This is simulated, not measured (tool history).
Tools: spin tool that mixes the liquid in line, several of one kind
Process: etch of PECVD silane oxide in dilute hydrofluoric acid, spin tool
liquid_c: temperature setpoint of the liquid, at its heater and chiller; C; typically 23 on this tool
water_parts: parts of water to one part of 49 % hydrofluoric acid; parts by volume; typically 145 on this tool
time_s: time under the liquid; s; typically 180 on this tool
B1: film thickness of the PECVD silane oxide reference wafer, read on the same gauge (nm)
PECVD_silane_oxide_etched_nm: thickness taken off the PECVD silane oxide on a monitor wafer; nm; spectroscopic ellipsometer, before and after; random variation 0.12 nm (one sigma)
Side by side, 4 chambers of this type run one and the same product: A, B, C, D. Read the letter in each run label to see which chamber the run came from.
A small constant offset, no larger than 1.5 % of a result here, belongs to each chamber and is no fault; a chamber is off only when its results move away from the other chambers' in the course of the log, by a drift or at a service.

run 1A hour=5.8 | liquid_c=23 water_parts=145 time_s=180 | B1=50.026 | PECVD_silane_oxide_etched_nm=17.306
run 2D hour=10.6 | liquid_c=23 water_parts=145 time_s=180 | B1=50.007 | PECVD_silane_oxide_etched_nm=16.914
run 3C hour=15.4 | liquid_c=23 water_parts=145 time_s=180 | B1=50.014 | PECVD_silane_oxide_etched_nm=17.036
run 4B hour=19.3 | liquid_c=23 water_parts=145 time_s=180 | B1=49.995 | PECVD_silane_oxide_etched_nm=16.735
run 5A hour=25.5 | liquid_c=23 water_parts=145 time_s=180 | B1=49.979 | PECVD_silane_oxide_etched_nm=17.165
run 6D hour=28.6 | liquid_c=23 water_parts=145 time_s=180 | B1=50.006 | PECVD_silane_oxide_etched_nm=17.035
run 7B hour=32.5 | liquid_c=23 water_parts=145 time_s=180 | B1=49.984 | PECVD_silane_oxide_etched_nm=16.598
run 8C hour=37.4 | liquid_c=23 water_parts=145 time_s=180 | B1=49.991 | PECVD_silane_oxide_etched_nm=17.038
run 9B hour=42.6 | liquid_c=23 water_parts=145 time_s=180 | B1=49.983 | PECVD_silane_oxide_etched_nm=16.753
run 10D hour=46.1 | liquid_c=23 water_parts=145 time_s=180 | B1=49.986 | PECVD_silane_oxide_etched_nm=17.063
run 11A hour=51.7 | liquid_c=23 water_parts=145 time_s=180 | B1=49.99 | PECVD_silane_oxide_etched_nm=17.229
run 12C hour=54.6 | liquid_c=23 water_parts=145 time_s=180 | B1=49.999 | PECVD_silane_oxide_etched_nm=16.777
run 13C hour=58.8 | liquid_c=23 water_parts=145 time_s=180 | B1=49.998 | PECVD_silane_oxide_etched_nm=17.029
run 14B hour=61.6 | liquid_c=23 water_parts=145 time_s=180 | B1=50.002 | PECVD_silane_oxide_etched_nm=16.894
run 15A hour=67 | liquid_c=23 water_parts=145 time_s=180 | B1=49.991 | PECVD_silane_oxide_etched_nm=17.19
run 16D hour=72.8 | liquid_c=23 water_parts=145 time_s=180 | B1=50.007 | PECVD_silane_oxide_etched_nm=17.149
run 17C hour=75.9 | liquid_c=23 water_parts=145 time_s=180 | B1=49.985 | PECVD_silane_oxide_etched_nm=17.011
run 18B hour=79.4 | liquid_c=19 water_parts=145 time_s=180 | B1=49.996 | PECVD_silane_oxide_etched_nm=14.306
run 19D hour=85.5 | liquid_c=19 water_parts=145 time_s=180 | B1=49.999 | PECVD_silane_oxide_etched_nm=14.485
run 20A hour=90 | liquid_c=19 water_parts=145 time_s=180 | B1=50.014 | PECVD_silane_oxide_etched_nm=14.707
run 21D hour=93 | liquid_c=19 water_parts=145 time_s=180 | B1=49.991 | PECVD_silane_oxide_etched_nm=14.533
run 22C hour=98.6 | liquid_c=23 water_parts=145 time_s=180 | B1=49.986 | PECVD_silane_oxide_etched_nm=16.953
run 23A hour=102 | liquid_c=21.5 water_parts=145 time_s=180 | B1=50.007 | PECVD_silane_oxide_etched_nm=16.196
run 24B hour=108.3 | liquid_c=21.5 water_parts=145 time_s=180 | B1=49.984 | PECVD_silane_oxide_etched_nm=15.749

Next, all 4 chambers run the settings below, one line each with question marks for the results. What does each chamber give?
run 25A hour=112.9 | liquid_c=23 water_parts=145 time_s=115 | PECVD_silane_oxide_etched_nm=?
run 25B hour=112.9 | liquid_c=23 water_parts=145 time_s=115 | PECVD_silane_oxide_etched_nm=?
run 25C hour=112.9 | liquid_c=23 water_parts=145 time_s=115 | PECVD_silane_oxide_etched_nm=?
run 25D hour=112.9 | liquid_c=23 water_parts=145 time_s=115 | PECVD_silane_oxide_etched_nm=?

run=25A PECVD_silane_oxide_etched_nm=10.98
run=25B PECVD_silane_oxide_etched_nm=10.576
run=25C PECVD_silane_oxide_etched_nm=10.883
run=25D PECVD_silane_oxide_etched_nm=10.899

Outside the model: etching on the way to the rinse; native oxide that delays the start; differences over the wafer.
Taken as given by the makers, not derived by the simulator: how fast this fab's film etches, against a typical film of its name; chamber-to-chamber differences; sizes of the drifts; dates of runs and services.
